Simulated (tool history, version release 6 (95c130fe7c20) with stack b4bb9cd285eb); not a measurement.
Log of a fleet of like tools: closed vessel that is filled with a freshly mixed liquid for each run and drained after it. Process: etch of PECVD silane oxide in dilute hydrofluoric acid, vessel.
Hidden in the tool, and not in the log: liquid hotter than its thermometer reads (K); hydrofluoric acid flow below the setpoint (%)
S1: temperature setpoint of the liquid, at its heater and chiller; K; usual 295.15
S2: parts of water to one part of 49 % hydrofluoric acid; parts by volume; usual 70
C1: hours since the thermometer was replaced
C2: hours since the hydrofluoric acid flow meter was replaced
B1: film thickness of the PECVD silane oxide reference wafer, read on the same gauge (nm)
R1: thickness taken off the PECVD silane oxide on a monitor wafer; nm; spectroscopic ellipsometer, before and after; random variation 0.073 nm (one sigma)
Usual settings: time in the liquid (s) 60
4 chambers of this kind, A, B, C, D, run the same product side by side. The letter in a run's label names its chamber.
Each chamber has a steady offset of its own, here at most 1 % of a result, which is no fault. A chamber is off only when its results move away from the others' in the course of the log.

{"run": "1C", "hour": 10.4, "S1": 295.15, "S2": 70, "time in the liquid (s)": 60, "C1": 984.4, "C2": 224.5, "B1": 130, "R1": 12.32}
{"run": "2A", "hour": 19.2, "S1": 295.15, "S2": 70, "time in the liquid (s)": 60, "C1": 2577.1, "C2": 896.6, "B1": 130.01, "R1": 12.281}
{"run": "3B", "hour": 29.8, "S1": 295.15, "S2": 70, "time in the liquid (s)": 60, "C1": 640.4, "C2": 1526.2, "B1": 130, "R1": 12.354}
{"run": "4D", "hour": 39.2, "S1": 295.15, "S2": 70, "time in the liquid (s)": 60, "C1": 254.3, "C2": 712.4, "B1": 130.02, "R1": 12.41}
{"run": "5C", "hour": 49.1, "S1": 295.15, "S2": 70, "time in the liquid (s)": 60, "C1": 1023.1, "C2": 263.2, "B1": 130.01, "R1": 12.124}
{"run": "6B", "hour": 57.8, "S1": 295.15, "S2": 70, "time in the liquid (s)": 60, "C1": 668.4, "C2": 1554.2, "B1": 129.99, "R1": 12.241}
{"hour": 65.2, "done": "chamber D: hydrofluoric acid flow meter replaced"}
{"run": "7D", "hour": 67.0, "S1": 291.15, "S2": 60, "time in the liquid (s)": 60, "C1": 282.1, "C2": 1.9, "B1": 130.01, "R1": 12.338}
{"run": "8A", "hour": 75.0, "S1": 291.15, "S2": 60, "time in the liquid (s)": 60, "C1": 2632.9, "C2": 952.4, "B1": 130.02, "R1": 12.205}
{"run": "9A", "hour": 86.6, "S1": 291.15, "S2": 60, "time in the liquid (s)": 60, "C1": 2644.5, "C2": 964, "B1": 129.99, "R1": 12.332}
{"run": "10B", "hour": 92.1, "S1": 291.15, "S2": 60, "time in the liquid (s)": 60, "C1": 702.7, "C2": 1588.5, "B1": 129.98, "R1": 12.259}
{"run": "11D", "hour": 101.4, "S1": 295.15, "S2": 70, "time in the liquid (s)": 60, "C1": 316.5, "C2": 36.3, "B1": 130.01, "R1": 12.341}
{"run": "12C", "hour": 110.7, "S1": 295.15, "S2": 70, "time in the liquid (s)": 60, "C1": 1084.7, "C2": 324.8, "B1": 129.98, "R1": 12.029}
{"run": "13B", "hour": 117.1, "S1": 295.15, "S2": 70, "time in the liquid (s)": 60, "C1": 727.7, "C2": 1613.5, "B1": 129.98, "R1": 12.346}
{"run": "14D", "hour": 124.4, "S1": 295.15, "S2": 70, "time in the liquid (s)": 60, "C1": 339.5, "C2": 59.3, "B1": 130.01, "R1": 12.246}
{"run": "15C", "hour": 131.6, "S1": 295.15, "S2": 70, "time in the liquid (s)": 60, "C1": 1105.6, "C2": 345.7, "B1": 130.01, "R1": 11.801}
{"run": "16A", "hour": 138.2, "S1": 295.15, "S2": 70, "time in the liquid (s)": 60, "C1": 2696.1, "C2": 1015.6, "B1": 130.02, "R1": 12.17}
{"run": "17C", "hour": 146.4, "S1": 295.15, "S2": 70, "time in the liquid (s)": 60, "C1": 1120.4, "C2": 360.5, "B1": 130.01, "R1": 11.69}
{"run": "18B", "hour": 154.0, "S1": 292.15, "S2": 85, "time in the liquid (s)": 60, "C1": 764.6, "C2": 1650.4, "B1": 130, "R1": 8.8668}
{"run": "19A", "hour": 165.4, "S1": 292.15, "S2": 85, "time in the liquid (s)": 60, "C1": 2723.3, "C2": 1042.8, "B1": 130, "R1": 8.7298}
{"run": "20D", "hour": 175.9, "S1": 292.15, "S2": 85, "time in the liquid (s)": 60, "C1": 391, "C2": 110.8, "B1": 129.98, "R1": 8.8609}
{"run": "21A", "hour": 185.5, "S1": 292.15, "S2": 85, "time in the liquid (s)": 60, "C1": 2743.4, "C2": 1062.9, "B1": 130, "R1": 8.8233}
{"run": "22D", "hour": 196.9, "S1": 295.15, "S2": 70, "time in the liquid (s)": 60, "C1": 412, "C2": 131.8, "B1": 129.96, "R1": 12.337}
{"run": "23B", "hour": 203.3, "S1": 299.65, "S2": 40, "time in the liquid (s)": 60, "C1": 813.9, "C2": 1699.7, "B1": 129.96, "R1": 27.345}
{"run": "24C", "hour": 215.3, "S1": 299.65, "S2": 40, "time in the liquid (s)": 60, "C1": 1189.3, "C2": 429.4, "B1": 129.98, "R1": 25.357}
{"run": "25B", "hour": 226.7, "S1": 299.65, "S2": 40, "time in the liquid (s)": 60, "C1": 837.3, "C2": 1723.1, "B1": 129.99, "R1": 27.416}
{"run": "26D", "hour": 237.9, "S1": 299.65, "S2": 40, "time in the liquid (s)": 60, "C1": 453, "C2": 172.8, "B1": 130, "R1": 26.685}

Is one chamber off against the others, does the gauge drift, or is nothing wrong? If a chamber is off, say which, and what the likeliest cause is.

Chamber C drifts away from the others.
Cause: hydrofluoric acid flow below the setpoint (%) = 6.74.
The log may not tell that from: liquid colder than its thermometer reads (K).

Here are 4 candidates for chamber C's next run, each the usual settings with a change, their results left as question marks. Which one brings its results back in line with what the others give on the usual settings?
In line means no further than this from the other chambers' mean on the usual settings: R1 0.26 nm
{"run": "27C-1", "hour": 246.5, "S1": 295.15, "S2": 65, "time in the liquid (s)": 60, "R1": "?"}
{"run": "27C-2", "hour": 246.5, "S1": 294.65, "S2": 70, "time in the liquid (s)": 60, "R1": "?"}
{"run": "27C-3", "hour": 246.5, "S1": 295.15, "S2": 70, "time in the liquid (s)": 55, "R1": "?"}
{"run": "27C-4", "hour": 246.5, "S1": 295.65, "S2": 70, "time in the liquid (s)": 60, "R1": "?"}

The other chambers' mean on the usual settings: R1 12.338 nm
run=27C-1 R1=12.322
run=27C-2 R1=11.125
run=27C-3 R1=10.405
run=27C-4 R1=11.581
27C-1 brings the chamber back in line.

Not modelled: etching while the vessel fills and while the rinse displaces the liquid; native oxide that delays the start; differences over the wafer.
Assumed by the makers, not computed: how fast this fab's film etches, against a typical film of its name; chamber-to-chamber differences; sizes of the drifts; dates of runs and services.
